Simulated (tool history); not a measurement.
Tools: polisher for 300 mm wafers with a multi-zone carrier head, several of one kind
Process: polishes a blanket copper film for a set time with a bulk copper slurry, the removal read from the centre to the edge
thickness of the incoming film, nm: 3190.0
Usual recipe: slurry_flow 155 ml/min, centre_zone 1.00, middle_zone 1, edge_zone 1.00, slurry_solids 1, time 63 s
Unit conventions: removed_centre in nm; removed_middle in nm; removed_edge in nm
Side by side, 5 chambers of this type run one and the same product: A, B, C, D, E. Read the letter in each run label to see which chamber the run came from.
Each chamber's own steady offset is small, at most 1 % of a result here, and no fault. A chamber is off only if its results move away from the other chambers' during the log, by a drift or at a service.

{"run": "1B", "hour": 6.0, "slurry_flow": 155, "centre_zone": 1.0, "middle_zone": 1, "edge_zone": 1.0, "slurry_solids": 1, "time": 63, "removed_centre": 551.0, "removed_middle": 542.15, "removed_edge": 542.29}
{"run": "2A", "hour": 14.4, "slurry_flow": 155, "centre_zone": 1.0, "middle_zone": 1, "edge_zone": 1.0, "slurry_solids": 1, "time": 63, "removed_centre": 526.71, "removed_middle": 546.38, "removed_edge": 539.91}
{"run": "3D", "hour": 20.7, "slurry_flow": 155, "centre_zone": 1.0, "middle_zone": 1, "edge_zone": 1.0, "slurry_solids": 1, "time": 63, "removed_centre": 538.51, "removed_middle": 547.77, "removed_edge": 532.12}
{"run": "4E", "hour": 29.9, "slurry_flow": 155, "centre_zone": 1.0, "middle_zone": 1, "edge_zone": 1.0, "slurry_solids": 1, "time": 63, "removed_centre": 550.06, "removed_middle": 542.76, "removed_edge": 545.18}
{"hour": 36.0, "done": "chamber B: edge zone pressure recalibrated"}
{"run": "5C", "hour": 42.0, "slurry_flow": 155, "centre_zone": 1.0, "middle_zone": 1, "edge_zone": 1.0, "slurry_solids": 1, "time": 63, "removed_centre": 533.8, "removed_middle": 541.07, "removed_edge": 540.47}
{"run": "6C", "hour": 50.4, "slurry_flow": 155, "centre_zone": 1.0, "middle_zone": 1, "edge_zone": 1.0, "slurry_solids": 1, "time": 63, "removed_centre": 551.57, "removed_middle": 530.17, "removed_edge": 532.36}
{"hour": 54.4, "done": "chamber D: worn pad replaced by a new one"}
{"hour": 54.6, "done": "chamber C: slurry nozzle cleaned"}
{"run": "7B", "hour": 60.3, "slurry_flow": 155, "centre_zone": 1.0, "middle_zone": 1, "edge_zone": 1.0, "slurry_solids": 1, "time": 63, "removed_centre": 533.09, "removed_middle": 543.82, "removed_edge": 533.73}
{"run": "8A", "hour": 66.4, "slurry_flow": 155, "centre_zone": 1.0, "middle_zone": 1, "edge_zone": 1.0, "slurry_solids": 1, "time": 63, "removed_centre": 543.44, "removed_middle": 546.02, "removed_edge": 541.49}
{"run": "9D", "hour": 72.9, "slurry_flow": 155, "centre_zone": 1.0, "middle_zone": 1, "edge_zone": 1.0, "slurry_solids": 1, "time": 63, "removed_centre": 540.01, "removed_middle": 540.13, "removed_edge": 535.78}
{"run": "10E", "hour": 83.5, "slurry_flow": 155, "centre_zone": 1.0, "middle_zone": 1, "edge_zone": 1.0, "slurry_solids": 1, "time": 63, "removed_centre": 545.48, "removed_middle": 526.05, "removed_edge": 550.74}
{"hour": 94.8, "done": "chamber A: edge zone pressure recalibrated"}
{"hour": 95.8, "done": "chamber A: slurry nozzle cleaned"}
{"run": "11E", "hour": 96.5, "slurry_flow": 155, "centre_zone": 1.0, "middle_zone": 1, "edge_zone": 1.0, "slurry_solids": 1, "time": 63, "removed_centre": 533.18, "removed_middle": 533.96, "removed_edge": 543.45}
{"hour": 100.4, "done": "chamber E: worn pad replaced by a new one"}
{"run": "12C", "hour": 104.5, "slurry_flow": 155, "centre_zone": 1.0, "middle_zone": 1, "edge_zone": 1.0, "slurry_solids": 1, "time": 63, "removed_centre": 541.78, "removed_middle": 552.82, "removed_edge": 537.01}
{"run": "13A", "hour": 113.7, "slurry_flow": 155, "centre_zone": 1.0, "middle_zone": 1, "edge_zone": 1.0, "slurry_solids": 1, "time": 63, "removed_centre": 535.69, "removed_middle": 542.54, "removed_edge": 541.33}
{"hour": 116.3, "done": "chamber B: centre zone pressure recalibrated"}
{"hour": 118.1, "done": "chamber C: centre zone pressure recalibrated"}
{"run": "14B", "hour": 122.0, "slurry_flow": 155, "centre_zone": 1.0, "middle_zone": 1, "edge_zone": 1.0, "slurry_solids": 1, "time": 63, "removed_centre": 542.24, "removed_middle": 550.07, "removed_edge": 538.76}
{"hour": 125.3, "done": "chamber A: worn pad replaced by a new one"}
{"hour": 126.6, "done": "chamber C: worn pad replaced by a new one"}
{"run": "15D", "hour": 129.6, "slurry_flow": 155, "centre_zone": 1.0, "middle_zone": 1, "edge_zone": 1.0, "slurry_solids": 1, "time": 63, "removed_centre": 537.11, "removed_middle": 540.97, "removed_edge": 543.29}
{"run": "16D", "hour": 139.7, "slurry_flow": 190, "centre_zone": 1.0, "middle_zone": 1, "edge_zone": 1.05, "slurry_solids": 1, "time": 63, "removed_centre": 560.75, "removed_middle": 569.06, "removed_edge": 576.33}
{"run": "17B", "hour": 150.0, "slurry_flow": 190, "centre_zone": 1.0, "middle_zone": 1, "edge_zone": 1.05, "slurry_solids": 1, "time": 63, "removed_centre": 569.45, "removed_middle": 563.96, "removed_edge": 558.26}
{"hour": 160.7, "done": "chamber D: worn pad replaced by a new one"}
{"run": "18A", "hour": 160.8, "slurry_flow": 190, "centre_zone": 1.0, "middle_zone": 1, "edge_zone": 1.05, "slurry_solids": 1, "time": 63, "removed_centre": 552.47, "removed_middle": 555.21, "removed_edge": 561.83}
{"run": "19C", "hour": 171.2, "slurry_flow": 190, "centre_zone": 1.0, "middle_zone": 1, "edge_zone": 1.05, "slurry_solids": 1, "time": 63, "removed_centre": 556.19, "removed_middle": 560.96, "removed_edge": 557.39}
{"run": "20E", "hour": 181.9, "slurry_flow": 190, "centre_zone": 1.0, "middle_zone": 1, "edge_zone": 1.05, "slurry_solids": 1, "time": 63, "removed_centre": 570.02, "removed_middle": 562.71, "removed_edge": 558.75}
{"run": "21A", "hour": 193.1, "slurry_flow": 155, "centre_zone": 1.0, "middle_zone": 1, "edge_zone": 1.0, "slurry_solids": 1, "time": 63, "removed_centre": 541.07, "removed_middle": 524.07, "removed_edge": 535.82}
{"run": "22B", "hour": 198.8, "slurry_flow": 155, "centre_zone": 1.0, "middle_zone": 1, "edge_zone": 1.0, "slurry_solids": 1, "time": 63, "removed_centre": 551.84, "removed_middle": 555.09, "removed_edge": 540.99}
{"hour": 205.2, "done": "chamber E: edge zone pressure recalibrated"}
{"run": "23E", "hour": 208.9, "slurry_flow": 155, "centre_zone": 1.0, "middle_zone": 1, "edge_zone": 1.0, "slurry_solids": 1, "time": 63, "removed_centre": 535.64, "removed_middle": 517.75, "removed_edge": 541.6}
{"hour": 209.8, "done": "chamber B: worn pad replaced by a new one"}
{"hour": 214.3, "done": "chamber B: slurry nozzle cleaned"}
{"run": "24C", "hour": 218.8, "slurry_flow": 155, "centre_zone": 1.0, "middle_zone": 1, "edge_zone": 1.0, "slurry_solids": 1, "time": 63, "removed_centre": 532.01, "removed_middle": 545.01, "removed_edge": 536.28}
{"run": "25D", "hour": 229.3, "slurry_flow": 155, "centre_zone": 1.0, "middle_zone": 1, "edge_zone": 1.0, "slurry_solids": 1, "time": 63, "removed_centre": 540.58, "removed_middle": 540.29, "removed_edge": 540.57}
{"hour": 235.3, "done": "chamber A: centre zone pressure recalibrated"}
{"run": "26A", "hour": 239.9, "slurry_flow": 155, "centre_zone": 1.0, "middle_zone": 1, "edge_zone": 1.0, "slurry_solids": 1, "time": 63, "removed_centre": 541.7, "removed_middle": 533.56, "removed_edge": 541.06}
{"run": "27B", "hour": 245.8, "slurry_flow": 155, "centre_zone": 1.0, "middle_zone": 1, "edge_zone": 1.0, "slurry_solids": 1, "time": 63, "removed_centre": 549.49, "removed_middle": 548.41, "removed_edge": 530.56}
{"run": "28C", "hour": 254.6, "slurry_flow": 155, "centre_zone": 1.0, "middle_zone": 1, "edge_zone": 1.0, "slurry_solids": 1, "time": 63, "removed_centre": 538.02, "removed_middle": 544.24, "removed_edge": 528.2}
{"hour": 261.0, "done": "chamber D: worn pad replaced by a new one"}
{"hour": 266.2, "done": "chamber E: slurry nozzle cleaned"}
{"run": "29E", "hour": 266.3, "slurry_flow": 155, "centre_zone": 1.0, "middle_zone": 1, "edge_zone": 1.0, "slurry_solids": 1, "time": 84, "removed_centre": 725.07, "removed_middle": 712.67, "removed_edge": 721.61}
{"run": "30D", "hour": 275.9, "slurry_flow": 155, "centre_zone": 1.0, "middle_zone": 1, "edge_zone": 1.0, "slurry_solids": 1, "time": 84, "removed_centre": 724.39, "removed_middle": 717.93, "removed_edge": 722.01}
{"hour": 281.3, "done": "chamber E: worn pad replaced by a new one"}
{"run": "31C", "hour": 284.8, "slurry_flow": 155, "centre_zone": 1.0, "middle_zone": 1, "edge_zone": 1.0, "slurry_solids": 1, "time": 84, "removed_centre": 706.55, "removed_middle": 716.15, "removed_edge": 717.46}
{"run": "32E", "hour": 297.7, "slurry_flow": 155, "centre_zone": 1.0, "middle_zone": 1, "edge_zone": 1.0, "slurry_solids": 1, "time": 84, "removed_centre": 706.58, "removed_middle": 722.5, "removed_edge": 720.95}
{"run": "33D", "hour": 306.2, "slurry_flow": 155, "centre_zone": 1.0, "middle_zone": 1, "edge_zone": 1.0, "slurry_solids": 1, "time": 84, "removed_centre": 711.74, "removed_middle": 703.63, "removed_edge": 708.81}
{"hour": 312.2, "done": "chamber A: slurry nozzle cleaned"}
{"run": "34B", "hour": 317.9, "slurry_flow": 155, "centre_zone": 1.0, "middle_zone": 1, "edge_zone": 1.0, "slurry_solids": 1, "time": 63, "removed_centre": 529.11, "removed_middle": 536.27, "removed_edge": 547.45}
{"run": "35A", "hour": 324.9, "slurry_flow": 155, "centre_zone": 1.0, "middle_zone": 1, "edge_zone": 1.0, "slurry_solids": 1, "time": 63, "removed_centre": 537.57, "removed_middle": 536.25, "removed_edge": 533.26}
{"run": "36E", "hour": 335.1, "slurry_flow": 190, "centre_zone": 0.92, "middle_zone": 1, "edge_zone": 1.0, "slurry_solids": 1, "time": 63, "removed_centre": 508.8, "removed_middle": 558.97, "removed_edge": 556.38}

Predict what each chamber gives when all 5 of them run the settings below next.
{"run": "37A", "hour": 344.4, "slurry_flow": 155, "centre_zone": 1.0, "middle_zone": 1, "edge_zone": 1.0, "slurry_solids": 1, "time": 63, "removed_centre": "?", "removed_middle": "?", "removed_edge": "?"}
{"run": "37B", "hour": 344.4, "slurry_flow": 155, "centre_zone": 1.0, "middle_zone": 1, "edge_zone": 1.0, "slurry_solids": 1, "time": 63, "removed_centre": "?", "removed_middle": "?", "removed_edge": "?"}
{"run": "37C", "hour": 344.4, "slurry_flow": 155, "centre_zone": 1.0, "middle_zone": 1, "edge_zone": 1.0, "slurry_solids": 1, "time": 63, "removed_centre": "?", "removed_middle": "?", "removed_edge": "?"}
{"run": "37D", "hour": 344.4, "slurry_flow": 155, "centre_zone": 1.0, "middle_zone": 1, "edge_zone": 1.0, "slurry_solids": 1, "time": 63, "removed_centre": "?", "removed_middle": "?", "removed_edge": "?"}
{"run": "37E", "hour": 344.4, "slurry_flow": 155, "centre_zone": 1.0, "middle_zone": 1, "edge_zone": 1.0, "slurry_solids": 1, "time": 63, "removed_centre": "?", "removed_middle": "?", "removed_edge": "?"}

run=37A removed_centre=530.36 removed_middle=532.10 removed_edge=525.72
run=37B removed_centre=542.44 removed_middle=530.90 removed_edge=532.81
run=37C removed_centre=549.39 removed_middle=528.20 removed_edge=533.52
run=37D removed_centre=544.78 removed_middle=541.79 removed_edge=536.91
run=37E removed_centre=540.88 removed_middle=547.85 removed_edge=539.96
